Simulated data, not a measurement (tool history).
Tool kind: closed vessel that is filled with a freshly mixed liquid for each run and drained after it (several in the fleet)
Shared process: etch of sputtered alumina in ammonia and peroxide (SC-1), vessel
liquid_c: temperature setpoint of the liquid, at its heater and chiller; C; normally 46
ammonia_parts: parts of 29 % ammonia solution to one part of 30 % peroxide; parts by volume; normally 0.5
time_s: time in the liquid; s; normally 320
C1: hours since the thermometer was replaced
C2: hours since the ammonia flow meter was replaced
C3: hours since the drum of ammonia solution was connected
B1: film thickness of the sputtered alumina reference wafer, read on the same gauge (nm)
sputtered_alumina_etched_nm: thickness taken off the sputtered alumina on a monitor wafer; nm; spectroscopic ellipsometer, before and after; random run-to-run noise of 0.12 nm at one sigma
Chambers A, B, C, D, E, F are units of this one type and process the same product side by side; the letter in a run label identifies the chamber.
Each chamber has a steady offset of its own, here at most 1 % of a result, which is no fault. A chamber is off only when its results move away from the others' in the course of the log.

At hour 7: chamber B: new drum of ammonia solution connected.
Run 1F, hour 8.7: usual settings; C1 2621.9; C2 996.1; C3 96.3; B1 130. Result: sputtered_alumina_etched_nm 12.788 nm.
Run 2C, hour 18.1: usual settings; C1 743.5; C2 142.5; C3 536.6; B1 130. Result: sputtered_alumina_etched_nm 12.638 nm.
Run 3E, hour 24.1: usual settings; C1 72.1; C2 35.7; C3 416.2; B1 129.98. Result: sputtered_alumina_etched_nm 12.957 nm.
Run 4B, hour 32.4: usual settings; C1 1610.8; C2 910; C3 25.4; B1 130. Result: sputtered_alumina_etched_nm 12.78 nm.
At hour 35.7: chamber D: new drum of ammonia solution connected.
Run 5A, hour 40.3: usual settings; C1 1242.5; C2 436.9; C3 852.3; B1 130. Result: sputtered_alumina_etched_nm 13.064 nm.
Run 6D, hour 49.8: usual settings; C1 951.9; C2 248.1; C3 14.2; B1 130. Result: sputtered_alumina_etched_nm 12.64 nm.
Run 7B, hour 56.6: usual settings; C1 1635; C2 934.2; C3 49.6; B1 129.99. Result: sputtered_alumina_etched_nm 12.83 nm.
Run 8C, hour 61.5: usual settings; C1 786.9; C2 185.9; C3 580; B1 130. Result: sputtered_alumina_etched_nm 12.8 nm.
Run 9D, hour 66.2: usual settings; C1 968.3; C2 264.5; C3 30.6; B1 130. Result: sputtered_alumina_etched_nm 12.643 nm.
Run 10F, hour 76.7: usual settings but ammonia_parts 0.65 parts by volume; C1 2689.9; C2 1064.1; C3 164.3; B1 129.99. Result: sputtered_alumina_etched_nm 13.355 nm.
Run 11A, hour 85.7: usual settings but ammonia_parts 0.65 parts by volume; C1 1287.9; C2 482.3; C3 897.7; B1 130.01. Result: sputtered_alumina_etched_nm 13.266 nm.
Run 12E, hour 91: usual settings but ammonia_parts 0.65 parts by volume; C1 139; C2 102.6; C3 483.1; B1 130. Result: sputtered_alumina_etched_nm 12.828 nm.
Run 13E, hour 100.8: usual settings but ammonia_parts 0.65 parts by volume; C1 148.8; C2 112.4; C3 492.9; B1 130. Result: sputtered_alumina_etched_nm 13.141 nm.
At hour 107.7: chamber C: thermometer replaced.
Run 14D, hour 110.1: usual settings but ammonia_parts 0.65 parts by volume; C1 1012.2; C2 308.4; C3 74.5; B1 130. Result: sputtered_alumina_etched_nm 12.835 nm.
At hour 116.6: chamber A: new drum of ammonia solution connected.
Run 15C, hour 116.6: usual settings but ammonia_parts 0.65 parts by volume; C1 8.9; C2 241; C3 635.1; B1 129.99. Result: sputtered_alumina_etched_nm 13.224 nm.
Run 16F, hour 124.1: usual settings; C1 2737.3; C2 1111.5; C3 211.7; B1 130. Result: sputtered_alumina_etched_nm 13.065 nm.
Run 17B, hour 133.4: usual settings; C1 1711.8; C2 1011; C3 126.4; B1 130.01. Result: sputtered_alumina_etched_nm 12.882 nm.
Run 18A, hour 142.6: usual settings; C1 1344.8; C2 539.2; C3 26; B1 129.99. Result: sputtered_alumina_etched_nm 12.679 nm.
At hour 145.9: chamber F: ammonia flow meter replaced.
Run 19D, hour 152.5: usual settings; C1 1054.6; C2 350.8; C3 116.9; B1 129.99. Result: sputtered_alumina_etched_nm 12.686 nm.
Run 20A, hour 163: usual settings; C1 1365.2; C2 559.6; C3 46.4; B1 130. Result: sputtered_alumina_etched_nm 12.665 nm.
Run 21E, hour 169.4: usual settings; C1 217.4; C2 181; C3 561.5; B1 129.99. Result: sputtered_alumina_etched_nm 12.963 nm.
Run 22F, hour 174.3: usual settings; C1 2787.5; C2 28.4; C3 261.9; B1 130. Result: sputtered_alumina_etched_nm 12.997 nm.
Run 23C, hour 180.7: usual settings; C1 73; C2 305.1; C3 699.2; B1 130.01. Result: sputtered_alumina_etched_nm 12.869 nm.
Run 24B, hour 186.7: usual settings; C1 1765.1; C2 1064.3; C3 179.7; B1 129.98. Result: sputtered_alumina_etched_nm 12.888 nm.
Run 25B, hour 191.9: usual settings; C1 1770.3; C2 1069.5; C3 184.9; B1 130. Result: sputtered_alumina_etched_nm 12.862 nm.
Run 26F, hour 202.2: usual settings; C1 2815.4; C2 56.3; C3 289.8; B1 129.97. Result: sputtered_alumina_etched_nm 12.972 nm.
At hour 204.9: chamber F: new drum of ammonia solution connected.
Run 27D, hour 207: usual settings; C1 1109.1; C2 405.3; C3 171.4; B1 130.02. Result: sputtered_alumina_etched_nm 12.875 nm.
Run 28C, hour 216.9: usual settings; C1 109.2; C2 341.3; C3 735.4; B1 130. Result: sputtered_alumina_etched_nm 12.907 nm.
Run 29E, hour 223.9: usual settings but liquid_c 41.5 C, time_s 140 s; C1 271.9; C2 235.5; C3 616; B1 129.99. Result: sputtered_alumina_etched_nm 4.3442 nm.
Run 30A, hour 230.8: usual settings but liquid_c 41.5 C, time_s 140 s; C1 1433; C2 627.4; C3 114.2; B1 130. Result: sputtered_alumina_etched_nm 4.1734 nm.
Run 31A, hour 236.7: usual settings but liquid_c 41.5 C, time_s 140 s; C1 1438.9; C2 633.3; C3 120.1; B1 130. Result: sputtered_alumina_etched_nm 4.1291 nm.
Run 32D, hour 245.8: usual settings but liquid_c 41.5 C, time_s 140 s; C1 1147.9; C2 444.1; C3 210.2; B1 130.01. Result: sputtered_alumina_etched_nm 4.3019 nm.
Run 33F, hour 253.3: usual settings but liquid_c 41.5 C, time_s 140 s; C1 2866.5; C2 107.4; C3 48.5; B1 129.99. Result: sputtered_alumina_etched_nm 4.3187 nm.
Run 34C, hour 262.6: usual settings but liquid_c 41.5 C, time_s 140 s; C1 154.9; C2 387; C3 781.1; B1 130. Result: sputtered_alumina_etched_nm 4.3474 nm.
Run 35E, hour 268.6: usual settings; C1 316.6; C2 280.2; C3 660.7; B1 129.99. Result: sputtered_alumina_etched_nm 12.858 nm.
Run 36B, hour 276.3: usual settings; C1 1854.7; C2 1153.9; C3 269.3; B1 130.01. Result: sputtered_alumina_etched_nm 12.795 nm.
Run 37F, hour 284.5: usual settings; C1 2897.7; C2 138.6; C3 79.7; B1 130.02. Result: sputtered_alumina_etched_nm 12.904 nm.
Run 38E, hour 293.6: usual settings; C1 341.6; C2 305.2; C3 685.7; B1 129.98. Result: sputtered_alumina_etched_nm 12.87 nm.
Run 39D, hour 302.3: usual settings; C1 1204.4; C2 500.6; C3 266.7; B1 130. Result: sputtered_alumina_etched_nm 12.658 nm.
Run 40B, hour 307.2: usual settings; C1 1885.6; C2 1184.8; C3 300.2; B1 130.01. Result: sputtered_alumina_etched_nm 13.174 nm.

Which is it: a chamber that has drifted or been left off by a service, a gauge drift common to all chambers, or only each chamber's usual small offset? If a chamber is off, name it and its likeliest cause.

Little by little, chamber A moves away from the other chambers.
Likeliest cause: liquid colder than its thermometer reads (K) = 1.72.

Chamber A could run next with any of the 4 candidate recipes listed below; each alters the usual settings, and their results appear as question marks. Which one brings its results back in line with what the other chambers deliver on the usual settings?
In-line tolerance around the mean of the other chambers on the usual settings: sputtered_alumina_etched_nm 0.43 nm
Run 41A-1, hour 314.8: usual settings but liquid_c 45.5 C, time_s 305 s. Result: sputtered_alumina_etched_nm ?.
Run 41A-2, hour 314.8: usual settings but liquid_c 46.5 C, time_s 335 s. Result: sputtered_alumina_etched_nm ?.
Run 41A-3, hour 314.8: usual settings but time_s 325 s. Result: sputtered_alumina_etched_nm ?.
Run 41A-4, hour 314.8: usual settings but liquid_c 45.5 C. Result: sputtered_alumina_etched_nm ?.

Mean of the other chambers on the usual settings: sputtered_alumina_etched_nm 12.829 nm
  run  sputtered_alumina_etched_nm
41A-1                       10.962
41A-2                       12.743
41A-3                       12.014
41A-4                       11.501
41A-2 brings the chamber back in line.

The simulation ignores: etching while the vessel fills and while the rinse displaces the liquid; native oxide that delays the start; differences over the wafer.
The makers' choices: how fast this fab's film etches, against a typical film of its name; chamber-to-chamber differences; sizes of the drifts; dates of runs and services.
